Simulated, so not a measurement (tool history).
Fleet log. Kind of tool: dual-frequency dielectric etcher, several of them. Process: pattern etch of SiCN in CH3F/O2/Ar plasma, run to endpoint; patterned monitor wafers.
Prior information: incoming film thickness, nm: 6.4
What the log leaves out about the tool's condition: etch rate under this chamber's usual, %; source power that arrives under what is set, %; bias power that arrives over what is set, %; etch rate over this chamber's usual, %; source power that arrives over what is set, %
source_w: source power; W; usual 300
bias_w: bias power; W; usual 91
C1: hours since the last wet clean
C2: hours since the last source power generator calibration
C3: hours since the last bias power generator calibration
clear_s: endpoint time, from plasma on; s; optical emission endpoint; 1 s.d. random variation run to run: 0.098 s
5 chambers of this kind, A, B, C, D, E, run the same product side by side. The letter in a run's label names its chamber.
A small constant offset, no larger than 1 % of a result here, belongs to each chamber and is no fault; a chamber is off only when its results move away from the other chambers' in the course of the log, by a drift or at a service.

{"run": "1E", "hour": 5.9, "source_w": 300, "bias_w": 91, "C1": 254.1, "C2": 12.4, "C3": 1752.4, "clear_s": 17.51}
{"run": "2B", "hour": 13.6, "source_w": 300, "bias_w": 91, "C1": 340.2, "C2": 516.1, "C3": 3428.2, "clear_s": 17.427}
{"run": "3A", "hour": 25.8, "source_w": 300, "bias_w": 91, "C1": 190.2, "C2": 159.7, "C3": 1200.4, "clear_s": 17.495}
{"run": "4C", "hour": 36.3, "source_w": 300, "bias_w": 91, "C1": 74.7, "C2": 800.4, "C3": 1423.1, "clear_s": 17.553}
{"run": "5D", "hour": 43.0, "source_w": 300, "bias_w": 91, "C1": 226.3, "C2": 3567.3, "C3": 2343.7, "clear_s": 17.337}
{"run": "6C", "hour": 49.7, "source_w": 300, "bias_w": 91, "C1": 88.1, "C2": 813.8, "C3": 1436.5, "clear_s": 17.53}
{"run": "7E", "hour": 57.4, "source_w": 300, "bias_w": 78, "C1": 305.6, "C2": 63.9, "C3": 1803.9, "clear_s": 18.247}
{"run": "8A", "hour": 64.7, "source_w": 300, "bias_w": 78, "C1": 229.1, "C2": 198.6, "C3": 1239.3, "clear_s": 18.707}
{"run": "9B", "hour": 75.9, "source_w": 300, "bias_w": 78, "C1": 402.5, "C2": 578.4, "C3": 3490.5, "clear_s": 18.113}
{"run": "10D", "hour": 85.8, "source_w": 300, "bias_w": 78, "C1": 269.1, "C2": 3610.1, "C3": 2386.5, "clear_s": 18.209}
{"run": "11C", "hour": 95.2, "source_w": 300, "bias_w": 78, "C1": 133.6, "C2": 859.3, "C3": 1482.0, "clear_s": 18.485}
{"run": "12D", "hour": 101.6, "source_w": 300, "bias_w": 91, "C1": 284.9, "C2": 3625.9, "C3": 2402.3, "clear_s": 17.634}
{"run": "13B", "hour": 113.5, "source_w": 300, "bias_w": 91, "C1": 440.1, "C2": 616.0, "C3": 3528.1, "clear_s": 17.188}
{"run": "14E", "hour": 121.8, "source_w": 300, "bias_w": 91, "C1": 370.0, "C2": 128.3, "C3": 1868.3, "clear_s": 17.591}
{"hour": 129.4, "done": "chamber B: wet clean of the chamber"}
{"run": "15A", "hour": 132.6, "source_w": 300, "bias_w": 91, "C1": 297.0, "C2": 266.5, "C3": 1307.2, "clear_s": 17.616}
{"hour": 141.4, "done": "chamber D: bias power generator calibrated"}
{"run": "16B", "hour": 145.1, "source_w": 300, "bias_w": 91, "C1": 15.7, "C2": 647.6, "C3": 3559.7, "clear_s": 17.112}
{"run": "17C", "hour": 153.3, "source_w": 300, "bias_w": 91, "C1": 191.7, "C2": 917.4, "C3": 1540.1, "clear_s": 17.769}
{"run": "18A", "hour": 160.5, "source_w": 300, "bias_w": 91, "C1": 324.9, "C2": 294.4, "C3": 1335.1, "clear_s": 17.568}
{"run": "19D", "hour": 168.2, "source_w": 300, "bias_w": 91, "C1": 351.5, "C2": 3692.5, "C3": 26.9, "clear_s": 17.337}
{"run": "20E", "hour": 175.4, "source_w": 300, "bias_w": 91, "C1": 423.6, "C2": 181.9, "C3": 1921.9, "clear_s": 17.487}
{"run": "21D", "hour": 181.5, "source_w": 300, "bias_w": 91, "C1": 364.8, "C2": 3705.8, "C3": 40.2, "clear_s": 17.191}
{"run": "22E", "hour": 188.1, "source_w": 300, "bias_w": 91, "C1": 436.3, "C2": 194.6, "C3": 1934.6, "clear_s": 17.554}
{"run": "23B", "hour": 193.9, "source_w": 300, "bias_w": 91, "C1": 64.5, "C2": 696.4, "C3": 3608.5, "clear_s": 17.203}
{"run": "24C", "hour": 203.4, "source_w": 300, "bias_w": 91, "C1": 241.8, "C2": 967.5, "C3": 1590.2, "clear_s": 17.584}
{"run": "25A", "hour": 213.8, "source_w": 370, "bias_w": 112, "C1": 378.2, "C2": 347.7, "C3": 1388.4, "clear_s": 15.233}
{"run": "26C", "hour": 226.0, "source_w": 370, "bias_w": 112, "C1": 264.4, "C2": 990.1, "C3": 1612.8, "clear_s": 15.178}
{"hour": 228.3, "done": "chamber D: wet clean of the chamber"}
{"run": "27E", "hour": 237.2, "source_w": 370, "bias_w": 112, "C1": 485.4, "C2": 243.7, "C3": 1983.7, "clear_s": 15.035}
{"run": "28A", "hour": 245.2, "source_w": 370, "bias_w": 112, "C1": 409.6, "C2": 379.1, "C3": 1419.8, "clear_s": 15.317}
{"run": "29D", "hour": 251.4, "source_w": 370, "bias_w": 112, "C1": 23.1, "C2": 3775.7, "C3": 110.1, "clear_s": 15.092}
{"run": "30B", "hour": 263.5, "source_w": 300, "bias_w": 91, "C1": 134.1, "C2": 766.0, "C3": 3678.1, "clear_s": 17.233}
{"run": "31A", "hour": 269.6, "source_w": 300, "bias_w": 91, "C1": 434.0, "C2": 403.5, "C3": 1444.2, "clear_s": 18.009}
{"run": "32E", "hour": 282.1, "source_w": 300, "bias_w": 91, "C1": 530.3, "C2": 288.6, "C3": 2028.6, "clear_s": 17.406}
{"run": "33C", "hour": 292.1, "source_w": 300, "bias_w": 91, "C1": 330.5, "C2": 1056.2, "C3": 1678.9, "clear_s": 17.789}
{"run": "34D", "hour": 303.6, "source_w": 300, "bias_w": 91, "C1": 75.3, "C2": 3827.9, "C3": 162.3, "clear_s": 17.437}
{"hour": 307.7, "done": "chamber E: wet clean of the chamber"}
{"run": "35B", "hour": 314.5, "source_w": 300, "bias_w": 71, "C1": 185.1, "C2": 817.0, "C3": 3729.1, "clear_s": 18.927}
{"run": "36D", "hour": 322.3, "source_w": 300, "bias_w": 71, "C1": 94.0, "C2": 3846.6, "C3": 181.0, "clear_s": 19.206}
{"run": "37E", "hour": 334.5, "source_w": 300, "bias_w": 71, "C1": 26.8, "C2": 341.0, "C3": 2081.0, "clear_s": 18.995}
{"run": "38C", "hour": 346.4, "source_w": 300, "bias_w": 71, "C1": 384.8, "C2": 1110.5, "C3": 1733.2, "clear_s": 19.493}
{"run": "39B", "hour": 357.5, "source_w": 300, "bias_w": 71, "C1": 228.1, "C2": 860.0, "C3": 3772.1, "clear_s": 19.058}
{"run": "40A", "hour": 364.1, "source_w": 300, "bias_w": 91, "C1": 528.5, "C2": 498.0, "C3": 1538.7, "clear_s": 18.367}
{"run": "41C", "hour": 370.9, "source_w": 360, "bias_w": 113, "C1": 409.3, "C2": 1135.0, "C3": 1757.7, "clear_s": 15.023}
{"run": "42E", "hour": 381.1, "source_w": 360, "bias_w": 113, "C1": 73.4, "C2": 387.6, "C3": 2127.6, "clear_s": 14.959}
{"run": "43D", "hour": 388.8, "source_w": 360, "bias_w": 113, "C1": 160.5, "C2": 3913.1, "C3": 247.5, "clear_s": 15.089}

The same settings go to every chamber for the next run, one line per chamber below. Forecast the results for each:
{"run": "44A", "hour": 397.9, "source_w": 230, "bias_w": 91, "clear_s": "?"}
{"run": "44B", "hour": 397.9, "source_w": 230, "bias_w": 91, "clear_s": "?"}
{"run": "44C", "hour": 397.9, "source_w": 230, "bias_w": 91, "clear_s": "?"}
{"run": "44D", "hour": 397.9, "source_w": 230, "bias_w": 91, "clear_s": "?"}
{"run": "44E", "hour": 397.9, "source_w": 230, "bias_w": 91, "clear_s": "?"}

run=44A clear_s=20.251
run=44B clear_s=18.953
run=44C clear_s=19.484
run=44D clear_s=19.181
run=44E clear_s=19.302
